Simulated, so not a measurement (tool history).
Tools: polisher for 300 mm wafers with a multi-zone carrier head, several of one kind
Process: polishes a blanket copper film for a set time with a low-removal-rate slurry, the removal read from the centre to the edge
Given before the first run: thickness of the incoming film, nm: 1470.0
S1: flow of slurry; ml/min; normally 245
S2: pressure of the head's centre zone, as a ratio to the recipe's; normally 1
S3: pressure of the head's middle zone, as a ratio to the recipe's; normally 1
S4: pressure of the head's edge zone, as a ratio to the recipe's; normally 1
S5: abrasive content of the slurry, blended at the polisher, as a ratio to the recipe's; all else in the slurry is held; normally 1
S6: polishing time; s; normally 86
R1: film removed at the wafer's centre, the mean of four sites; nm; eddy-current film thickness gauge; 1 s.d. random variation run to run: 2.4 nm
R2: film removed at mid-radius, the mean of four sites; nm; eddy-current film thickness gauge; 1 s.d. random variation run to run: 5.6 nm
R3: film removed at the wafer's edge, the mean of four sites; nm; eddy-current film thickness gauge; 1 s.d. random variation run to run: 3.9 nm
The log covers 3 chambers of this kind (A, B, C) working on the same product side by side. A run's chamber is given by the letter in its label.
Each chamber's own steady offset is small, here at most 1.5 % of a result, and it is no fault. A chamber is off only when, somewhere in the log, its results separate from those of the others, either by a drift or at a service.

run 1A hour=9.8 | S1=245 S2=1 S3=1 S4=1 S5=1 S6=86 | R1=384.84 R2=385.3 R3=382.84
-- hour=22.9 chamber C: worn pad replaced by a new one
run 2C hour=23.7 | S1=245 S2=1 S3=1 S4=1 S5=1 S6=86 | R1=376.66 R2=381.11 R3=383.83
-- hour=34 chamber C: edge zone pressure recalibrated
run 3B hour=34.8 | S1=245 S2=1 S3=1 S4=1 S5=1 S6=86 | R1=377.64 R2=373.02 R3=383.44
-- hour=43.4 chamber A: worn pad replaced by a new one
run 4A hour=44 | S1=245 S2=1 S3=1 S4=1 S5=1 S6=86 | R1=387.21 R2=385.56 R3=376.91
run 5B hour=54.1 | S1=245 S2=1 S3=1 S4=1 S5=1 S6=86 | R1=377.19 R2=377.72 R3=381.88
run 6C hour=64.6 | S1=245 S2=1 S3=1 S4=1 S5=1 S6=86 | R1=371.22 R2=377.04 R3=381.27
run 7C hour=74.7 | S1=175 S2=1 S3=1 S4=1 S5=1 S6=86 | R1=356.15 R2=368.23 R3=371.05
-- hour=80 chamber B: centre zone pressure recalibrated
run 8B hour=82.1 | S1=175 S2=1 S3=1 S4=1 S5=1 S6=86 | R1=357.42 R2=354.18 R3=364.77
run 9A hour=94.9 | S1=175 S2=1 S3=1 S4=1 S5=1 S6=86 | R1=362.28 R2=375.25 R3=369.1
-- hour=102.9 chamber B: worn pad replaced by a new one
run 10A hour=108.3 | S1=245 S2=1 S3=1 S4=1 S5=1 S6=86 | R1=377.17 R2=377.71 R3=376.3
run 11B hour=120.1 | S1=245 S2=1 S3=1 S4=1 S5=1 S6=86 | R1=377.24 R2=377.15 R3=376.42
-- hour=122.1 chamber C: centre zone pressure recalibrated
-- hour=123.8 chamber C: worn pad replaced by a new one
run 12C hour=133.5 | S1=245 S2=1 S3=1 S4=1 S5=1 S6=86 | R1=378.75 R2=388.84 R3=383.7
-- hour=140.3 chamber A: worn pad replaced by a new one
run 13A hour=145.2 | S1=245 S2=1 S3=1 S4=1 S5=1 S6=86 | R1=381.53 R2=379.99 R3=379.88
run 14C hour=156.1 | S1=245 S2=1 S3=1 S4=1 S5=1 S6=86 | R1=378.27 R2=382.98 R3=373.69
run 15B hour=166.2 | S1=245 S2=1 S3=1 S4=1 S5=1 S6=86 | R1=379.03 R2=370.97 R3=376.42
run 16A hour=181.1 | S1=245 S2=1 S3=1 S4=1 S5=1 S6=86 | R1=381.42 R2=387.8 R3=380.46
run 17B hour=196.2 | S1=245 S2=1 S3=1 S4=1 S5=1 S6=86 | R1=375.14 R2=378.94 R3=369.13
run 18C hour=204.6 | S1=245 S2=1 S3=1 S4=1 S5=1 S6=86 | R1=374.82 R2=377.29 R3=384.59
-- hour=205.5 chamber A: edge zone pressure recalibrated
-- hour=207.8 chamber B: worn pad replaced by a new one
run 19A hour=217.1 | S1=245 S2=1 S3=1 S4=1 S5=1 S6=86 | R1=383.25 R2=386.21 R3=380.87
-- hour=223.5 chamber C: worn pad replaced by a new one
run 20B hour=224.5 | S1=245 S2=1 S3=1 S4=1 S5=1 S6=86 | R1=379.32 R2=369.75 R3=381.67
run 21C hour=238.3 | S1=245 S2=0.92 S3=1 S4=1 S5=1 S6=86 | R1=341.83 R2=370.92 R3=382.11
-- hour=241 chamber A: worn pad replaced by a new one
run 22A hour=245.6 | S1=245 S2=0.92 S3=1 S4=1 S5=1 S6=86 | R1=347.66 R2=382.75 R3=379.28
-- hour=255 chamber C: slurry nozzle cleaned
run 23B hour=259.2 | S1=245 S2=0.92 S3=1 S4=1 S5=1 S6=86 | R1=338.35 R2=367.6 R3=377.34
run 24C hour=269.1 | S1=245 S2=1 S3=1 S4=1 S5=1 S6=86 | R1=373.08 R2=389.35 R3=384.54
run 25C hour=275.8 | S1=245 S2=1 S3=1 S4=1 S5=1 S6=86 | R1=372.75 R2=377.16 R3=378.79
-- hour=288.4 chamber B: edge zone pressure recalibrated
-- hour=289.7 chamber B: worn pad replaced by a new one
run 26B hour=289.8 | S1=245 S2=1 S3=1 S4=1 S5=1 S6=86 | R1=369.41 R2=364.22 R3=374.9
-- hour=291.6 chamber A: centre zone pressure recalibrated
run 27A hour=304.7 | S1=245 S2=1 S3=1 S4=1 S5=1 S6=86 | R1=386.77 R2=390.09 R3=385.88
-- hour=309.1 chamber C: worn pad replaced by a new one
run 28A hour=317 | S1=245 S2=1 S3=1.05 S4=1 S5=1 S6=86 | R1=381.96 R2=402.85 R3=387.4
run 29B hour=330.3 | S1=245 S2=1 S3=1.05 S4=1 S5=1 S6=86 | R1=369.07 R2=383.52 R3=370.49
run 30C hour=338.9 | S1=245 S2=1 S3=1.05 S4=1 S5=1 S6=86 | R1=377.07 R2=395.21 R3=387.58
-- hour=344.4 chamber A: worn pad replaced by a new one
run 31B hour=353.7 | S1=245 S2=1 S3=1 S4=1 S5=1 S6=86 | R1=366.24 R2=365.12 R3=368.26
run 32C hour=366.8 | S1=245 S2=1 S3=1 S4=1 S5=1 S6=86 | R1=375.24 R2=383.96 R3=385.99
run 33A hour=378.7 | S1=245 S2=1 S3=1 S4=1 S5=1 S6=86 | R1=378.37 R2=374.12 R3=380.01
-- hour=379.3 chamber B: worn pad replaced by a new one
run 34A hour=386.8 | S1=245 S2=1 S3=1 S4=1 S5=1 S6=86 | R1=381.71 R2=375.91 R3=377.41
run 35B hour=395.5 | S1=245 S2=1 S3=1 S4=1 S5=1 S6=86 | R1=360.92 R2=365.66 R3=370.24
run 36C hour=403.5 | S1=245 S2=1 S3=1 S4=1 S5=1 S6=86 | R1=378.64 R2=382.27 R3=380.66
run 37B hour=413.5 | S1=245 S2=1 S3=1 S4=1 S5=1 S6=86 | R1=357.42 R2=364.19 R3=370.53
-- hour=419.3 chamber C: worn pad replaced by a new one
run 38C hour=422.4 | S1=245 S2=1 S3=1 S4=1 S5=1 S6=86 | R1=375.24 R2=381.98 R3=381.65
run 39A hour=431.5 | S1=245 S2=1 S3=1 S4=1 S5=1 S6=86 | R1=384.6 R2=388.18 R3=375.52
-- hour=442.2 chamber A: slurry nozzle cleaned
-- hour=444.3 chamber A: worn pad replaced by a new one
run 40A hour=445.6 | S1=245 S2=1 S3=1 S4=1 S5=1 S6=86 | R1=384.43 R2=389.69 R3=375.78
run 41B hour=452.5 | S1=245 S2=1 S3=1 S4=1 S5=1 S6=86 | R1=360.27 R2=365.44 R3=361.27
run 42C hour=463.9 | S1=245 S2=1 S3=1 S4=1 S5=1 S6=86 | R1=376.12 R2=392.42 R3=380.28
-- hour=469.7 chamber B: worn pad replaced by a new one
run 43B hour=473.1 | S1=245 S2=1 S3=1 S4=1 S5=1 S6=86 | R1=359.5 R2=355.39 R3=364.24
run 44C hour=480.9 | S1=245 S2=1 S3=1 S4=1 S5=1 S6=86 | R1=376.04 R2=390.29 R3=382.25

What goes on in this fleet: one chamber off, a drifting gauge, or nothing beyond the chambers' own small offsets? Name the chamber and the cause, if any.

Little by little, chamber B moves away from the other chambers.
Likeliest cause: slurry flow missing at the pad, % = 32.3.

Chamber B could run next with any of the 4 candidate recipes listed below; each alters the usual settings, and their results appear as question marks. Which one brings its results back in line with what the other chambers deliver on the usual settings?
Counts as in line when no further than this from what the other chambers average on the usual settings: R1 8.3 nm; R2 20 nm; R3 14 nm
run 45B-1 hour=491.7 | S1=245 S2=1 S3=1 S4=1 S5=1 S6=84 | R1=? R2=? R3=?
run 45B-2 hour=491.7 | S1=245 S2=1 S3=1 S4=1 S5=1 S6=88 | R1=? R2=? R3=?
run 45B-3 hour=491.7 | S1=250 S2=1.01 S3=1.02 S4=0.99 S5=1 S6=90 | R1=? R2=? R3=?
run 45B-4 hour=491.7 | S1=240 S2=0.99 S3=0.98 S4=1.01 S5=1 S6=82 | R1=? R2=? R3=?

Mean of the other chambers on the usual settings: R1 380.27 nm; R2 382.68 nm; R3 381.46 nm
run=45B-1 R1=350.25 R2=346.27 R3=357.11
run=45B-2 R1=366.92 R2=362.76 R3=374.12
run=45B-3 R1=380.87 R2=379.01 R3=381.44
run=45B-4 R1=336.78 R2=330.72 R3=349.64
The right change is 45B-3: it brings the chamber back within the allowed miss of the others.
